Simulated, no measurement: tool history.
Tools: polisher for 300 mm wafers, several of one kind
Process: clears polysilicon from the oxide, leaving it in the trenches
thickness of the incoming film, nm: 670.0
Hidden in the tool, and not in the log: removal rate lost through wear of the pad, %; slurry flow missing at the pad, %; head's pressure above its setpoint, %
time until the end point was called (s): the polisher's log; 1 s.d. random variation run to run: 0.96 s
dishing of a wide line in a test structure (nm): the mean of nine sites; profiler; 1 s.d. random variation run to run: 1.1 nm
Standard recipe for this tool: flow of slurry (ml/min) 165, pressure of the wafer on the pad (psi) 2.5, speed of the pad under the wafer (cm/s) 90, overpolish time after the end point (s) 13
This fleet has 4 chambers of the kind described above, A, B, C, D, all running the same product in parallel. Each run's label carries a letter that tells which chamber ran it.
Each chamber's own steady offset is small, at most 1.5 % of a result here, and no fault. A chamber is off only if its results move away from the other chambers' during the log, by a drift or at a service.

run,hour,flow of slurry (ml/min),pressure of the wafer on the pad (psi),speed of the pad under the wafer (cm/s),overpolish time after the end point (s),wafers polished on this pad,hours since the slurry nozzle was cleaned,hours since the head pressure was calibrated,time until the end point was called (s),dishing of a wide line in a test structure (nm)
# hour 0.1: chamber B: slurry nozzle cleaned
# hour 5.0: chamber C: worn pad replaced by a new one
1A,5.6,165,2.5,90,13,79,109.9,883.5,54.230,61.699
2B,12.4,165,2.5,90,13,843,12.3,131.7,52.467,64.564
# hour 14.8: chamber B: worn pad replaced by a new one
3D,19.0,165,2.5,90,13,284,580.3,391.8,51.877,62.407
4C,25.7,165,2.5,90,13,229,83.3,376.0,52.346,61.299
5C,33.2,165,2.5,90,13,312,90.8,383.5,54.098,60.885
6D,40.5,165,2.5,90,13,522,601.8,413.3,53.019,61.687
7A,46.3,165,2.5,90,13,530,150.6,924.2,51.657,65.087
# hour 47.1: chamber D: slurry nozzle cleaned
# hour 49.0: chamber D: worn pad replaced by a new one
8B,52.9,165,2.5,90,13,423,52.8,172.2,51.114,62.712
9C,59.0,165,2.5,90,13,598,116.6,409.3,53.077,61.525
10B,66.4,165,2.5,90,13,572,66.3,185.7,53.245,63.580
11D,72.1,165,2.5,90,13,257,25.0,444.9,52.106,61.985
12A,78.0,165,2.5,112,13,882,182.3,955.9,42.434,62.994
13B,81.4,165,2.5,112,13,739,81.3,200.7,43.071,63.485
14A,85.3,165,2.5,112,13,963,189.6,963.2,42.881,63.614
15C,88.8,165,2.5,112,13,929,146.4,439.1,43.065,65.214
16D,95.3,165,2.5,90,13,514,48.2,468.1,52.145,61.515
# hour 96.0: chamber D: worn pad replaced by a new one
17D,102.7,165,2.5,90,7,74,55.6,475.5,52.599,50.298
18A,108.0,165,2.5,90,7,1214,212.3,985.9,53.340,49.808
# hour 108.1: chamber B: worn pad replaced by a new one
19B,115.0,165,2.5,90,7,76,114.9,234.3,51.786,49.339
# hour 118.7: chamber C: worn pad replaced by a new one
20C,122.2,165,2.5,90,7,39,179.8,472.5,51.979,48.355
# hour 123.3: chamber C: head pressure recalibrated
21A,125.9,165,1.7,90,17,1413,230.2,1003.8,77.088,60.288
# hour 127.0: chamber A: worn pad replaced by a new one
22C,132.8,165,1.7,90,17,157,190.4,9.5,75.767,60.603
23B,136.9,165,1.7,90,17,319,136.8,256.2,79.194,60.679
# hour 141.1: chamber A: head pressure recalibrated
24D,142.2,165,1.7,90,17,512,95.1,515.0,79.289,59.733
# hour 145.2: chamber D: worn pad replaced by a new one
25D,146.6,165,2.5,102,13,15,99.5,519.4,46.106,64.780
26A,150.5,165,2.5,102,13,260,254.8,9.5,47.370,66.035
27C,155.8,165,2.5,102,13,412,213.4,32.5,47.056,65.117
28B,162.9,165,2.5,102,13,607,162.8,282.2,46.477,63.087
29B,169.3,165,2.5,90,13,678,169.2,288.6,51.983,63.287
30D,175.2,165,2.5,90,13,332,128.1,548.0,52.961,61.474
31C,179.2,165,2.5,90,13,671,236.8,55.9,54.166,61.747
32A,184.4,165,2.5,90,13,636,288.7,43.4,51.916,61.627

All 4 chambers run these settings next. Forecast each chamber's results:
33A,189.8,165,2.5,90,13,,,,?,?
33B,189.8,165,2.5,90,13,,,,?,?
33C,189.8,165,2.5,90,13,,,,?,?
33D,189.8,165,2.5,90,13,,,,?,?

run,time until the end point was called (s),dishing of a wide line in a test structure (nm)
33A,52.212,63.312
33B,53.844,63.335
33C,51.761,60.018
33D,52.839,63.365
